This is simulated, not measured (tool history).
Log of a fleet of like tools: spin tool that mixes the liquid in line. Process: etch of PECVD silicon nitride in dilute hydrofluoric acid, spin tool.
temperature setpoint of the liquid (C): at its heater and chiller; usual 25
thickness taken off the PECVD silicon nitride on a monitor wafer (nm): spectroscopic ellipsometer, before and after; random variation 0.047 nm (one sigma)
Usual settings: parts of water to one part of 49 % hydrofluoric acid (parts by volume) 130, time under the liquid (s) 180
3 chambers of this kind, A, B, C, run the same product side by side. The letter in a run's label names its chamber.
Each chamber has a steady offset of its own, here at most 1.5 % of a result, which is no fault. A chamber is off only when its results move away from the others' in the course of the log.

| run | day | temperature setpoint of the liquid (C) | parts of water to one part of 49 % hydrofluoric acid (parts by volume) | time under the liquid (s) | hours since the thermometer was replaced | hours since the hydrofluoric acid flow meter was replaced | read-back film thickness of the PECVD silicon nitride reference wafer, read on the same gauge (nm) | thickness taken off the PECVD silicon nitride on a monitor wafer (nm) |
|---|---|---|---|---|---|---|---|---|
| 1C | 0.612 | 25 | 130 | 180 | 647.3 | 46.2 | 50.002 | 4.7836 |
| 2A | 1.046 | 25 | 130 | 180 | 2221.3 | 158.8 | 49.957 | 4.7431 |
| 3B | 1.617 | 25 | 130 | 180 | 2435.5 | 592.4 | 50.023 | 4.666 |
|  | 2.008 | chamber C: thermometer replaced |
| 4B | 2.217 | 25 | 130 | 180 | 2449.9 | 606.8 | 50.009 | 4.7174 |
| 5C | 2.512 | 25 | 130 | 180 | 12.2 | 91.8 | 49.986 | 4.7826 |
| 6A | 2.979 | 25 | 130 | 180 | 2267.7 | 205.2 | 50.004 | 4.6733 |
| 7C | 3.404 | 25 | 130 | 180 | 33.6 | 113.2 | 50.007 | 4.7413 |
| 8A | 3.888 | 25 | 130 | 115 | 2289.5 | 227 | 49.976 | 3.0485 |
| 9B | 4.212 | 25 | 130 | 115 | 2497.8 | 654.7 | 50.008 | 3.0188 |
| 10B | 4.65 | 25 | 130 | 115 | 2508.3 | 665.2 | 50.029 | 2.9961 |
| 11C | 5.308 | 25 | 130 | 180 | 79.3 | 158.9 | 50.05 | 4.7235 |
| 12A | 5.892 | 25 | 130 | 180 | 2337.6 | 275.1 | 50.007 | 4.7091 |
| 13B | 6.492 | 25 | 130 | 180 | 2552.5 | 709.4 | 50.027 | 4.7777 |
| 14C | 7.05 | 25 | 130 | 180 | 121.1 | 200.7 | 49.975 | 4.7606 |
| 15A | 7.696 | 25 | 130 | 180 | 2380.9 | 318.4 | 50.02 | 4.6485 |
| 16A | 8.079 | 25 | 130 | 180 | 2390.1 | 327.6 | 50.012 | 4.6751 |
| 17B | 8.667 | 25 | 130 | 180 | 2604.7 | 761.6 | 50.006 | 4.8472 |
| 18C | 9.121 | 29.5 | 130 | 95 | 170.8 | 250.4 | 49.971 | 3.3467 |
| 19C | 9.721 | 29.5 | 130 | 95 | 185.2 | 264.8 | 50.038 | 3.287 |
| 20A | 10.308 | 29.5 | 130 | 95 | 2443.6 | 381.1 | 50.026 | 3.3569 |
| 21B | 10.908 | 25 | 130 | 180 | 2658.5 | 815.4 | 50.009 | 4.8898 |
| 22A | 11.521 | 25 | 130 | 180 | 2472.7 | 410.2 | 50.064 | 4.66 |
| 23B | 12.125 | 25 | 130 | 180 | 2687.7 | 844.6 | 50.009 | 5.0325 |
| 24C | 12.433 | 25 | 130 | 180 | 250.3 | 329.9 | 50.026 | 4.7397 |
| 25A | 12.838 | 25 | 75 | 125 | 2504.3 | 441.8 | 49.979 | 5.6625 |
| 26C | 13.375 | 25 | 75 | 125 | 272.9 | 352.5 | 49.956 | 5.6199 |
| 27B | 13.696 | 25 | 75 | 125 | 2725.4 | 882.3 | 50.007 | 6.0241 |
| 28A | 14.321 | 25 | 130 | 180 | 2539.9 | 477.4 | 49.997 | 4.6715 |
| 29B | 14.888 | 25 | 130 | 180 | 2754 | 910.9 | 49.995 | 5.0584 |
| 30C | 15.204 | 25 | 130 | 180 | 316.8 | 396.4 | 50.012 | 4.7264 |
| 31B | 15.829 | 25 | 130 | 180 | 2776.6 | 933.5 | 49.949 | 5.0755 |
| 32A | 16.154 | 25 | 130 | 180 | 2583.9 | 521.4 | 50.015 | 4.7302 |

All 3 chambers run these settings next. Forecast each chamber's results:
| 33A | 16.638 | 25 | 130 | 90 |  |  |  | ? |
| 33B | 16.638 | 25 | 130 | 90 |  |  |  | ? |
| 33C | 16.638 | 25 | 130 | 90 |  |  |  | ? |

| run | thickness taken off the PECVD silicon nitride on a monitor wafer (nm) |
|---|---|
| 33A | 2.3462 |
| 33B | 2.6261 |
| 33C | 2.3463 |
